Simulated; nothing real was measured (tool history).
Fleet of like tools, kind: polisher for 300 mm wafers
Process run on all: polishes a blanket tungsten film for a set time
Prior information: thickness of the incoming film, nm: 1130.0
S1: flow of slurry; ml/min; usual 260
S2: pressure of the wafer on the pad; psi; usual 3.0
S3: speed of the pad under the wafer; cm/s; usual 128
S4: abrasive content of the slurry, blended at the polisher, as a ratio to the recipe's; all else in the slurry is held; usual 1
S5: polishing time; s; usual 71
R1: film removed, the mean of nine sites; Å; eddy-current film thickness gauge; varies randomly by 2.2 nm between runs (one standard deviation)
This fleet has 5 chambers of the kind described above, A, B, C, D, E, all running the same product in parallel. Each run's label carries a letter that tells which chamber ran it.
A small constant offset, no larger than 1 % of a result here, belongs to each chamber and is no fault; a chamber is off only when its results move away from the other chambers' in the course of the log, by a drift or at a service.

run   hour   S1   S2   S3  S4  S5      R1
       5.4  -- chamber B: worn pad replaced by a new one
 1C    9.6  260  3.0  128   1  71  3444.8
 2D   19.9  260  3.0  128   1  71  3461.4
      25.2  -- chamber E: slurry tank refilled with fresh slurry and peroxide
      27.3  -- chamber E: worn pad replaced by a new one
      29.8  -- chamber C: slurry tank refilled with fresh slurry and peroxide
      30.0  -- chamber A: slurry tank refilled with fresh slurry and peroxide
 3E   32.5  260  3.0  128   1  71  3511.1
      32.7  -- chamber B: slurry tank refilled with fresh slurry and peroxide
      43.9  -- chamber C: slurry nozzle cleaned
 4A   44.4  260  3.0  128   1  71  3445.9
      51.8  -- chamber A: worn pad replaced by a new one
 5B   59.1  260  3.0  144   1  71  3912.7
      67.1  -- chamber D: slurry tank refilled with fresh slurry and peroxide
      69.8  -- chamber D: worn pad replaced by a new one
 6D   75.6  260  3.0  144   1  71  3976.0
 7B   87.3  260  3.0  144   1  71  3917.3
 8E   99.5  260  3.0  144   1  71  3934.6
     100.2  -- chamber A: slurry blender recalibrated
     100.9  -- chamber D: slurry blender recalibrated
     106.9  -- chamber E: slurry tank refilled with fresh slurry and peroxide
 9A  106.9  260  3.0  144   1  71  3906.7
10C  114.1  260  3.0  128   1  71  3478.0
     119.0  -- chamber B: slurry tank refilled with fresh slurry and peroxide
     120.6  -- chamber D: head pressure recalibrated
     121.2  -- chamber B: worn pad replaced by a new one
     127.8  -- chamber A: slurry tank refilled with fresh slurry and peroxide
11B  128.2  260  3.0  128   1  71  3526.4
     128.8  -- chamber D: slurry nozzle cleaned
     131.8  -- chamber C: slurry blender recalibrated
     132.1  -- chamber E: slurry nozzle cleaned
     133.7  -- chamber C: slurry tank refilled with fresh slurry and peroxide
     140.9  -- chamber E: worn pad replaced by a new one
12C  141.6  175  3.0  128   1  71  3349.4
     143.4  -- chamber C: worn pad replaced by a new one
13D  150.0  175  3.0  128   1  71  3335.9
     158.6  -- chamber A: head pressure recalibrated
14A  164.9  175  3.0  128   1  71  3278.4
     174.9  -- chamber A: worn pad replaced by a new one
15E  176.6  175  3.0  128   1  71  3315.6
16C  188.2  175  3.0  128   1  71  3260.9
     190.8  -- chamber E: slurry tank refilled with fresh slurry and peroxide
17E  196.1  260  3.0  128   1  71  3474.8
     202.3  -- chamber B: slurry tank refilled with fresh slurry and peroxide
     209.9  -- chamber E: slurry blender recalibrated
18A  210.8  260  3.0  128   1  71  3496.3
     215.3  -- chamber D: slurry blender recalibrated
     215.7  -- chamber D: worn pad replaced by a new one
     215.9  -- chamber D: slurry tank refilled with fresh slurry and peroxide
19B  222.9  260  3.0  128   1  71  3480.0
20D  232.6  260  3.0  128   1  71  3515.1
21E  243.7  260  2.5  128   1  56  2278.3
     244.4  -- chamber A: slurry tank refilled with fresh slurry and peroxide
     244.5  -- chamber C: slurry tank refilled with fresh slurry and peroxide
     245.4  -- chamber B: worn pad replaced by a new one
     253.5  -- chamber E: worn pad replaced by a new one
     258.1  -- chamber A: slurry blender recalibrated
22A  260.2  260  2.5  128   1  56  2271.9
23C  269.7  260  2.5  128   1  56  2296.4
24D  280.0  260  2.5  128   1  56  2318.7
     285.3  -- chamber E: slurry tank refilled with fresh slurry and peroxide
25B  295.6  260  2.5  128   1  56  2259.5
     295.9  -- chamber B: slurry tank refilled with fresh slurry and peroxide
     301.5  -- chamber C: worn pad replaced by a new one
26A  303.4  260  3.9  128   1  71  4547.3
27B  316.4  260  3.9  128   1  71  4536.1
     320.7  -- chamber A: slurry nozzle cleaned
     331.8  -- chamber D: worn pad replaced by a new one
28D  332.4  260  3.9  128   1  71  4526.0
     335.8  -- chamber A: worn pad replaced by a new one
     337.5  -- chamber C: slurry tank refilled with fresh slurry and peroxide
29C  348.8  260  3.9  128   1  71  4495.5
     350.7  -- chamber A: slurry tank refilled with fresh slurry and peroxide
     351.0  -- chamber D: slurry blender recalibrated
     355.9  -- chamber D: slurry tank refilled with fresh slurry and peroxide
30E  356.4  260  3.9  128   1  71  4600.2
     367.4  -- chamber B: worn pad replaced by a new one
31C  368.9  260  3.0  128   1  71  3514.0
     377.4  -- chamber B: slurry tank refilled with fresh slurry and peroxide
32D  385.3  260  3.0  128   1  71  3529.4
     397.5  -- chamber A: slurry blender recalibrated
33A  398.8  260  3.0  128   1  71  3471.9
34B  411.9  260  3.0  128   1  71  3454.6

Is one chamber out of step, is the gauge drifting, or do the chambers differ by no more than their own small offsets? For an off chamber, give its letter and the likeliest cause.

The fleet is healthy, with each chamber sitting at its usual small offset and no drift in the gauge.
